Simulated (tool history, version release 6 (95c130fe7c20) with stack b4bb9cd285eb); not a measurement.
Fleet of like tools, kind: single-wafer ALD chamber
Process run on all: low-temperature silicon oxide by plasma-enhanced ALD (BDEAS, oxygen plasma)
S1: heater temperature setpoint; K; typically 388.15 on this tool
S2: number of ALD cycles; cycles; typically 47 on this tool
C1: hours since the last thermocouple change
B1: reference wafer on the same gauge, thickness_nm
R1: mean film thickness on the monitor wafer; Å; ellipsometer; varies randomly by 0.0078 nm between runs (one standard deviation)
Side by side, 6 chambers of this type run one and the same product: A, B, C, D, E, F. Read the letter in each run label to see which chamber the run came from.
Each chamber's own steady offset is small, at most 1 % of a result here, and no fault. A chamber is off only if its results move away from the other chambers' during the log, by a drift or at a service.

-- hour=3.9 chamber F: thermocouple changed; heater temperature recalibrated
run 1B hour=13.4 | S1=388.15 S2=47 | C1=1460.9 | B1=7.6909 | R1=65.853
run 2C hour=20.6 | S1=388.15 S2=47 | C1=306.2 | B1=7.6917 | R1=65.233
run 3E hour=28.8 | S1=388.15 S2=47 | C1=681.5 | B1=7.6924 | R1=64.964
run 4A hour=38.9 | S1=388.15 S2=47 | C1=1615.9 | B1=7.6933 | R1=65.283
run 5D hour=52.5 | S1=388.15 S2=47 | C1=551.2 | B1=7.6925 | R1=65.202
-- hour=57.3 chamber A: thermocouple changed; heater temperature recalibrated
run 6F hour=65.3 | S1=388.15 S2=47 | C1=61.4 | B1=7.6953 | R1=65.379
run 7E hour=79.1 | S1=388.15 S2=47 | C1=731.8 | B1=7.6975 | R1=65.170
run 8B hour=88.5 | S1=388.15 S2=47 | C1=1536.0 | B1=7.6990 | R1=65.898
run 9F hour=96.1 | S1=388.15 S2=47 | C1=92.2 | B1=7.6990 | R1=65.647
run 10A hour=106.4 | S1=388.15 S2=47 | C1=49.1 | B1=7.7013 | R1=65.422
run 11C hour=113.3 | S1=388.15 S2=47 | C1=398.9 | B1=7.7003 | R1=65.253
run 12D hour=120.8 | S1=378.15 S2=55 | C1=619.5 | B1=7.7037 | R1=77.766
run 13B hour=134.5 | S1=378.15 S2=55 | C1=1582.0 | B1=7.7014 | R1=78.445
run 14F hour=148.1 | S1=378.15 S2=55 | C1=144.2 | B1=7.7040 | R1=78.161
run 15D hour=158.9 | S1=378.15 S2=55 | C1=657.6 | B1=7.7058 | R1=77.788
run 16A hour=172.5 | S1=378.15 S2=55 | C1=115.2 | B1=7.7066 | R1=77.884
run 17C hour=184.2 | S1=378.15 S2=55 | C1=469.8 | B1=7.7065 | R1=77.890
run 18E hour=197.4 | S1=395.15 S2=54 | C1=850.1 | B1=7.7076 | R1=74.125
run 19C hour=209.0 | S1=395.15 S2=54 | C1=494.6 | B1=7.7082 | R1=74.255
run 20B hour=223.3 | S1=395.15 S2=54 | C1=1670.8 | B1=7.7103 | R1=74.851
run 21A hour=237.1 | S1=395.15 S2=54 | C1=179.8 | B1=7.7113 | R1=74.281
run 22E hour=247.6 | S1=395.15 S2=54 | C1=900.3 | B1=7.7113 | R1=74.076
run 23D hour=260.2 | S1=395.15 S2=54 | C1=758.9 | B1=7.7126 | R1=74.094
run 24F hour=269.6 | S1=396.15 S2=47 | C1=265.7 | B1=7.7144 | R1=64.761
run 25E hour=280.7 | S1=396.15 S2=47 | C1=933.4 | B1=7.7146 | R1=64.422
run 26A hour=291.7 | S1=396.15 S2=47 | C1=234.4 | B1=7.7167 | R1=64.531
run 27F hour=306.4 | S1=396.15 S2=47 | C1=302.5 | B1=7.7161 | R1=64.873
run 28D hour=318.2 | S1=396.15 S2=47 | C1=816.9 | B1=7.7186 | R1=64.274
run 29C hour=324.9 | S1=396.15 S2=47 | C1=610.5 | B1=7.7163 | R1=64.599
run 30B hour=337.1 | S1=388.15 S2=47 | C1=1784.6 | B1=7.7200 | R1=66.120
run 31C hour=344.5 | S1=388.15 S2=47 | C1=630.1 | B1=7.7204 | R1=65.534
run 32F hour=356.3 | S1=388.15 S2=47 | C1=352.4 | B1=7.7220 | R1=65.880
run 33D hour=369.3 | S1=388.15 S2=47 | C1=868.0 | B1=7.7259 | R1=65.554
run 34B hour=376.8 | S1=388.15 S2=47 | C1=1824.3 | B1=7.7219 | R1=66.124
run 35E hour=390.6 | S1=388.15 S2=47 | C1=1043.3 | B1=7.7211 | R1=65.305
run 36A hour=400.3 | S1=388.15 S2=47 | C1=343.0 | B1=7.7244 | R1=65.462
run 37D hour=413.3 | S1=388.15 S2=47 | C1=912.0 | B1=7.7265 | R1=65.417
run 38C hour=420.7 | S1=388.15 S2=47 | C1=706.3 | B1=7.7262 | R1=65.534

Each of the 6 chambers runs these same settings next. Fill in every chamber's results:
run 39A hour=431.4 | S1=388.15 S2=47 | R1=?
run 39B hour=431.4 | S1=388.15 S2=47 | R1=?
run 39C hour=431.4 | S1=388.15 S2=47 | R1=?
run 39D hour=431.4 | S1=388.15 S2=47 | R1=?
run 39E hour=431.4 | S1=388.15 S2=47 | R1=?
run 39F hour=431.4 | S1=388.15 S2=47 | R1=?

run=39A R1=65.548
run=39B R1=66.193
run=39C R1=65.601
run=39D R1=65.559
run=39E R1=65.353
run=39F R1=65.820

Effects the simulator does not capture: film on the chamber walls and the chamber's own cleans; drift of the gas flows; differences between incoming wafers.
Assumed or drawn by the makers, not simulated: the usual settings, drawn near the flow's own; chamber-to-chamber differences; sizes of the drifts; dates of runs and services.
